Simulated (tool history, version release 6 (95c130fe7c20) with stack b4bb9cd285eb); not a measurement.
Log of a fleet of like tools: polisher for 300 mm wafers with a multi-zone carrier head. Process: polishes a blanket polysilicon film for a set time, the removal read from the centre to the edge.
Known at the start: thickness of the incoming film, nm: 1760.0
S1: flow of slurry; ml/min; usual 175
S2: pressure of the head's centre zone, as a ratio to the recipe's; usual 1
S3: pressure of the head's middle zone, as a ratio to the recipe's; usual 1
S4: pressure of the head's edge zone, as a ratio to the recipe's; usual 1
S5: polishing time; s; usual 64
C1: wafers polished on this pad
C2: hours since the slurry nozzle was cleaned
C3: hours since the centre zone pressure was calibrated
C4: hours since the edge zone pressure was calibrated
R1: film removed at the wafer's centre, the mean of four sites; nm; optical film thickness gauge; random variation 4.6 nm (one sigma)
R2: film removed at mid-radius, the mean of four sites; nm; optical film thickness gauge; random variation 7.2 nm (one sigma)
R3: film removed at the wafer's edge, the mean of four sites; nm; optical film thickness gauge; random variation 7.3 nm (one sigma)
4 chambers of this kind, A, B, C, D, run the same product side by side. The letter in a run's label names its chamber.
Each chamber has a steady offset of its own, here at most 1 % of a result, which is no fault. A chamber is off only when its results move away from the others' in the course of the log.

run,hour,S1,S2,S3,S4,S5,C1,C2,C3,C4,R1,R2,R3
1A,8.8,175,1,1,1,64,220,172.3,1302.5,606.9,544.11,529.7,545.8
2D,16,175,1,1,1,64,287,205.1,172.6,201.4,537.62,545.84,530.59
3C,22.2,175,1,1,1,64,545,179.5,223.1,337.2,531.72,542.98,536.42
4B,33.6,175,1,1,1,64,331,260.6,223.4,1632,534.61,529.79,539.82
5D,44.1,175,1,1,1,64,495,233.2,200.7,229.5,524.64,544.12,534.95
# hour 46.2: chamber B: edge zone pressure recalibrated
6A,50.2,175,1,1,1,64,526,213.7,1343.9,648.3,539.57,532.45,538.88
7B,58.5,175,1,1,1,64,515,285.5,248.3,12.3,539.22,537.6,533.54
# hour 65.4: chamber D: worn pad replaced by a new one
8C,70.4,175,1,1,1,64,902,227.7,271.3,385.4,528.97,532.93,533.95
9D,80.1,175,1,1,1,64,109,269.2,236.7,265.5,523.47,536.98,538.6
# hour 81.1: chamber A: worn pad replaced by a new one
10C,89.7,175,1,1,1,53,1045,247,290.6,404.7,432.8,442.32,431.66
11A,98,175,1,1,1,53,125,261.5,1391.7,696.1,439.33,444.34,439.86
# hour 106.2: chamber B: worn pad replaced by a new one
12B,108.8,175,1,1,1,53,19,335.8,298.6,62.6,440.82,453.65,444.65
13D,114.6,175,1,1,1,53,364,303.7,271.2,300,445.21,442.95,430.67
14B,125.7,175,1,1,1,64,144,352.7,315.5,79.5,539.59,537.31,544.78
15A,137.5,175,1,1,1,64,418,301,1431.2,735.6,531.27,533.32,542.12
16C,144.6,175,1,1,1.05,64,1451,301.9,345.5,459.6,518.1,511.29,516.02
# hour 148.5: chamber B: slurry nozzle cleaned
17D,157.6,175,1,1,1.05,64,683,346.7,314.2,343,529.31,529.49,543.66
18C,163.9,175,1,1,1.05,64,1594,321.2,364.8,478.9,505.11,509.95,526.15
# hour 165.9: chamber D: worn pad replaced by a new one
# hour 170.9: chamber A: slurry nozzle cleaned
19A,176.7,175,1,1,1.05,64,708,5.9,1470.4,774.8,545.22,535.82,555.83
# hour 177.3: chamber D: centre zone pressure recalibrated
20B,182.9,175,1,1,1,64,568,34.4,372.7,136.7,543.17,548.97,540.51
# hour 183.7: chamber C: edge zone pressure recalibrated
21A,191.7,125,1,1,1,64,819,20.9,1485.4,789.8,499.06,506.64,511.67
22D,201.1,125,1,1,1,64,261,390.2,23.8,386.5,480.57,505.03,506.66
23C,207.9,125,1,1,1,64,1920,365.2,408.8,24.2,464.01,468.82,486.81
24B,216.1,125,1,1,1,64,814,67.6,405.9,169.9,504.64,496.46,524.29

Is one chamber off against the others, does the gauge drift, or is nothing wrong? If a chamber is off, say which, and what the likeliest cause is.

Chamber C drifts away from the others.
Cause: removal rate lost through wear of the pad, % = 8.61.
The log may not tell that from: slurry flow missing at the pad, %.

Here are 4 candidates for chamber C's next run, each the usual settings with a change, their results left as question marks. Which one brings its results back in line with what the others give on the usual settings?
In line means no further than this from the other chambers' mean on the usual settings: R1 16 nm; R2 25 nm; R3 25 nm
25C-1,225.4,180,1,1.01,1,77,,,,,?,?,?
25C-2,225.4,175,1,1.01,1,70,,,,,?,?,?
25C-3,225.4,175,1,0.99,1,58,,,,,?,?,?
25C-4,225.4,170,1,0.98,1,53,,,,,?,?,?

The other chambers' mean on the usual settings: R1 535.96 nm; R2 537.78 nm; R3 535.77 nm
run,R1,R2,R3
25C-1,592.82,591.75,596.29
25C-2,536.18,535.51,540.28
25C-3,444.2,435.74,447.79
25C-4,403.68,392.64,407.81
25C-2 brings the chamber back in line.

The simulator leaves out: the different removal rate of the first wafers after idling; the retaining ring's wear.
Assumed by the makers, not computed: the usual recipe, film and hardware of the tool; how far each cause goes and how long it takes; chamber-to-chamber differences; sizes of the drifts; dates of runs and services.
